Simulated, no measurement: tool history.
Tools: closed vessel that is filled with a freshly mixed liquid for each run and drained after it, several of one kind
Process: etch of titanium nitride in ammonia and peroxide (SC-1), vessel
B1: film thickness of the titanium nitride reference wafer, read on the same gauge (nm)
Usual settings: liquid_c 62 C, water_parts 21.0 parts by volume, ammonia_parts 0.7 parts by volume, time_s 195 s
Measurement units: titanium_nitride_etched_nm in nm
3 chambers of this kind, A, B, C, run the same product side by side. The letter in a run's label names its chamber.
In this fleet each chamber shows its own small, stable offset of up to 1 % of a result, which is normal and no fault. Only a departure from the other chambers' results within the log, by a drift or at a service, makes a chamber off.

Run 1C, day 0.442: usual settings; B1 139.99. Result: titanium_nitride_etched_nm 22.147 nm.
Run 2A, day 0.938: usual settings; B1 139.98. Result: titanium_nitride_etched_nm 22.463 nm.
Run 3B, day 1.575: usual settings; B1 139.98. Result: titanium_nitride_etched_nm 22.444 nm.
Run 4B, day 1.929: usual settings; B1 140.01. Result: titanium_nitride_etched_nm 22.540 nm.
Run 5A, day 2.354: usual settings; B1 140.00. Result: titanium_nitride_etched_nm 22.345 nm.
Run 6C, day 2.762: usual settings; B1 140.01. Result: titanium_nitride_etched_nm 22.237 nm.
At day 3.388: chamber C: new drum of ammonia solution connected.
Run 7B, day 3.396: usual settings; B1 140.03. Result: titanium_nitride_etched_nm 22.274 nm.
Run 8A, day 3.796: usual settings; B1 140.00. Result: titanium_nitride_etched_nm 22.374 nm.
Run 9C, day 4.183: usual settings; B1 140.00. Result: titanium_nitride_etched_nm 22.135 nm.
Run 10B, day 4.758: usual settings; B1 139.99. Result: titanium_nitride_etched_nm 22.444 nm.
Run 11A, day 5.167: usual settings; B1 140.00. Result: titanium_nitride_etched_nm 22.619 nm.
Run 12C, day 5.812: usual settings; B1 140.01. Result: titanium_nitride_etched_nm 22.518 nm.
Run 13C, day 6.175: usual settings; B1 140.00. Result: titanium_nitride_etched_nm 22.365 nm.
Run 14B, day 6.621: usual settings but water_parts 13.5 parts by volume, time_s 270 s; B1 139.99. Result: titanium_nitride_etched_nm 39.659 nm.
Run 15A, day 6.962: usual settings but water_parts 13.5 parts by volume, time_s 270 s; B1 139.98. Result: titanium_nitride_etched_nm 41.226 nm.
Run 16A, day 7.292: usual settings but water_parts 13.5 parts by volume, time_s 270 s; B1 140.00. Result: titanium_nitride_etched_nm 40.939 nm.
Run 17C, day 7.721: usual settings; B1 140.02. Result: titanium_nitride_etched_nm 22.414 nm.
Run 18B, day 8.267: usual settings; B1 140.01. Result: titanium_nitride_etched_nm 22.180 nm.
Run 19A, day 8.642: usual settings; B1 140.00. Result: titanium_nitride_etched_nm 23.284 nm.
Run 20C, day 9.192: usual settings; B1 139.99. Result: titanium_nitride_etched_nm 22.524 nm.
Run 21B, day 9.617: usual settings but liquid_c 56 C, water_parts 30.5 parts by volume; B1 140.01. Result: titanium_nitride_etched_nm 12.359 nm.
Run 22B, day 10.046: usual settings but liquid_c 56 C, water_parts 30.5 parts by volume; B1 140.02. Result: titanium_nitride_etched_nm 12.234 nm.

For the next run the whole fleet of 3 chambers uses the same settings. Give each chamber's results:
Run 23A, day 10.517: usual settings but liquid_c 69 C. Result: titanium_nitride_etched_nm ?.
Run 23B, day 10.517: usual settings but liquid_c 69 C. Result: titanium_nitride_etched_nm ?.
Run 23C, day 10.517: usual settings but liquid_c 69 C. Result: titanium_nitride_etched_nm ?.

run  titanium_nitride_etched_nm
23A                      36.714
23B                      34.600
23C                      35.004
